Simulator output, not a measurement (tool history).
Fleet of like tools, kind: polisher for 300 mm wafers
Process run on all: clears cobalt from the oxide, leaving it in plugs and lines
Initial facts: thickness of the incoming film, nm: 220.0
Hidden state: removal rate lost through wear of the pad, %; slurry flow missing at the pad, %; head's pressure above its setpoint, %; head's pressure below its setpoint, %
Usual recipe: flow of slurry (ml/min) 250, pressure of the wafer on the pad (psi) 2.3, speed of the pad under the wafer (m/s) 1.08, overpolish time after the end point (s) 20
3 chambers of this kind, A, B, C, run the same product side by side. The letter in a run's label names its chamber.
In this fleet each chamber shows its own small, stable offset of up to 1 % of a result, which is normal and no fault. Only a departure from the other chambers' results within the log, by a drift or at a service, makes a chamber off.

| run | day | flow of slurry (ml/min) | pressure of the wafer on the pad (psi) | speed of the pad under the wafer (m/s) | overpolish time after the end point (s) | wafers polished on this pad | hours since the slurry nozzle was cleaned | hours since the head pressure was calibrated | time until the end point was called (s) | dishing of a wide line in a test structure (angstrom) |
|---|---|---|---|---|---|---|---|---|---|---|
|  | 0.171 | chamber A: head pressure recalibrated |
| 1A | 0.196 | 250 | 2.3 | 1.08 | 20 | 799 | 344 | 0.7 | 31.684 | 512.9 |
|  | 0.271 | chamber B: slurry nozzle cleaned |
| 2C | 0.383 | 250 | 2.3 | 1.08 | 20 | 508 | 441.6 | 208.6 | 30.79 | 490.96 |
|  | 0.567 | chamber B: worn pad replaced by a new one |
| 3B | 0.612 | 250 | 2.3 | 1.08 | 20 | 9 | 8.3 | 1396.8 | 31.683 | 485.81 |
| 4B | 0.829 | 250 | 2.3 | 1.08 | 20 | 52 | 13.5 | 1402 | 31.522 | 492.01 |
| 5C | 1.138 | 250 | 2.3 | 1.08 | 20 | 657 | 459.7 | 226.7 | 31.588 | 499.95 |
| 6A | 1.392 | 250 | 2.3 | 1.08 | 20 | 1036 | 372.7 | 29.4 | 31.575 | 492.76 |
| 7C | 1.554 | 250 | 2.3 | 1.08 | 15 | 740 | 469.7 | 236.7 | 31.72 | 459.1 |
| 8B | 1.833 | 250 | 2.3 | 1.08 | 15 | 251 | 37.6 | 1426.1 | 31.093 | 464.86 |
| 9A | 2.096 | 250 | 2.3 | 1.08 | 15 | 1176 | 389.6 | 46.3 | 31.689 | 437.87 |
| 10B | 2.425 | 250 | 2.3 | 1.08 | 20 | 368 | 51.8 | 1440.3 | 31.541 | 494.89 |
|  | 2.512 | chamber A: worn pad replaced by a new one |
| 11A | 2.688 | 250 | 2.3 | 1.08 | 20 | 35 | 403.8 | 60.5 | 31.768 | 489.01 |
| 12C | 2.862 | 250 | 2.3 | 1.08 | 20 | 999 | 501.1 | 268.1 | 31.358 | 472.73 |
| 13A | 3.138 | 250 | 2.3 | 1.08 | 20 | 124 | 414.6 | 71.3 | 31.393 | 496.65 |
| 14C | 3.45 | 250 | 2.3 | 1.08 | 20 | 1116 | 515.2 | 282.2 | 31.655 | 496.51 |
| 15B | 3.692 | 250 | 2.3 | 1.08 | 20 | 619 | 82.2 | 1470.7 | 31.588 | 481.93 |
| 16C | 4.021 | 250 | 2.3 | 1.08 | 20 | 1229 | 528.9 | 295.9 | 32.252 | 471.24 |
|  | 4.162 | chamber C: slurry nozzle cleaned |
| 17B | 4.333 | 250 | 2.3 | 1.08 | 20 | 746 | 97.6 | 1486.1 | 31.472 | 494.98 |
| 18A | 4.583 | 250 | 2.3 | 1.08 | 20 | 411 | 449.3 | 106 | 30.884 | 496.26 |
| 19A | 4.904 | 250 | 2.3 | 1.08 | 20 | 474 | 457 | 113.7 | 31.499 | 497.71 |
|  | 5.092 | chamber B: head pressure recalibrated |
| 20C | 5.171 | 250 | 2.3 | 1.08 | 20 | 1457 | 24.3 | 323.5 | 32.521 | 478.93 |
| 21B | 5.396 | 250 | 2.3 | 1.08 | 20 | 957 | 123.1 | 7.4 | 31.762 | 482.38 |
| 22C | 5.579 | 250 | 2.3 | 1.08 | 20 | 1538 | 34.1 | 333.3 | 33.129 | 499.48 |
| 23B | 5.821 | 250 | 2.3 | 0.82 | 26 | 1041 | 133.3 | 17.6 | 41.062 | 497.12 |
| 24A | 6.008 | 250 | 2.3 | 0.82 | 26 | 693 | 483.5 | 140.2 | 41.291 | 493.14 |
| 25C | 6.204 | 250 | 2.3 | 0.82 | 26 | 1662 | 49.1 | 348.3 | 43.259 | 482.38 |
| 26A | 6.429 | 250 | 2.3 | 1.08 | 20 | 776 | 493.6 | 150.3 | 31.598 | 492.11 |
| 27B | 6.621 | 250 | 2.3 | 1.08 | 20 | 1200 | 152.5 | 36.8 | 31.724 | 483.81 |
| 28B | 6.783 | 250 | 2.3 | 1.08 | 20 | 1232 | 156.4 | 40.7 | 31.484 | 479.07 |
|  | 6.808 | chamber B: worn pad replaced by a new one |
| 29C | 6.979 | 250 | 2.3 | 1.08 | 20 | 1815 | 67.7 | 366.9 | 33.746 | 487.92 |
| 30A | 7.208 | 250 | 2.3 | 1.08 | 20 | 931 | 512.3 | 169 | 31.706 | 484.57 |
| 31A | 7.454 | 250 | 1.8 | 0.72 | 20 | 980 | 518.2 | 174.9 | 61.589 | 402.2 |
| 32B | 7.612 | 250 | 1.8 | 0.72 | 20 | 160 | 176.3 | 60.6 | 59.483 | 397.47 |
| 33C | 7.971 | 250 | 1.8 | 0.72 | 20 | 2012 | 91.5 | 390.7 | 66.991 | 374.93 |

Read the log: is a single chamber off, either drifting away or since a service, is the gauge that measures every chamber drifting, or is nothing wrong beyond small per-chamber offsets? Name any odd chamber and what most likely caused it.

It is chamber C that slowly wanders off from its peers.
Cause: removal rate lost through wear of the pad, % = 10.4.
From this log alone, it may not be told apart from: head's pressure below its setpoint, %.

Which of the 4 candidates below, each the usual settings with something changed and its results left as question marks, puts chamber C back in line with what the other chambers give on the usual settings?
To be in line, a result may differ from the other chambers' mean on the usual settings by at most: time until the end point was called (s) 1.1; dishing of a wide line in a test structure (angstrom) 30
| 34C-1 | 8.229 | 250 | 2.2 | 1.02 | 20 |  |  |  | ? | ? |
| 34C-2 | 8.229 | 250 | 2.4 | 1.14 | 20 |  |  |  | ? | ? |
| 34C-3 | 8.229 | 255 | 2.5 | 1.2 | 22 |  |  |  | ? | ? |
| 34C-4 | 8.229 | 245 | 2.1 | 0.98 | 19 |  |  |  | ? | ? |

On the usual settings, the other chambers give on average: time until the end point was called (s) 31.61; dishing of a wide line in a test structure (angstrom) 493.48
| run | time until the end point was called (s) | dishing of a wide line in a test structure (angstrom) |
|---|---|---|
| 34C-1 | 38.77 | 469.23 |
| 34C-2 | 31.893 | 491.93 |
| 34C-3 | 29.064 | 508.3 |
| 34C-4 | 42.306 | 449.28 |
Change 34C-2 lands the chamber within the allowed miss of the other chambers.
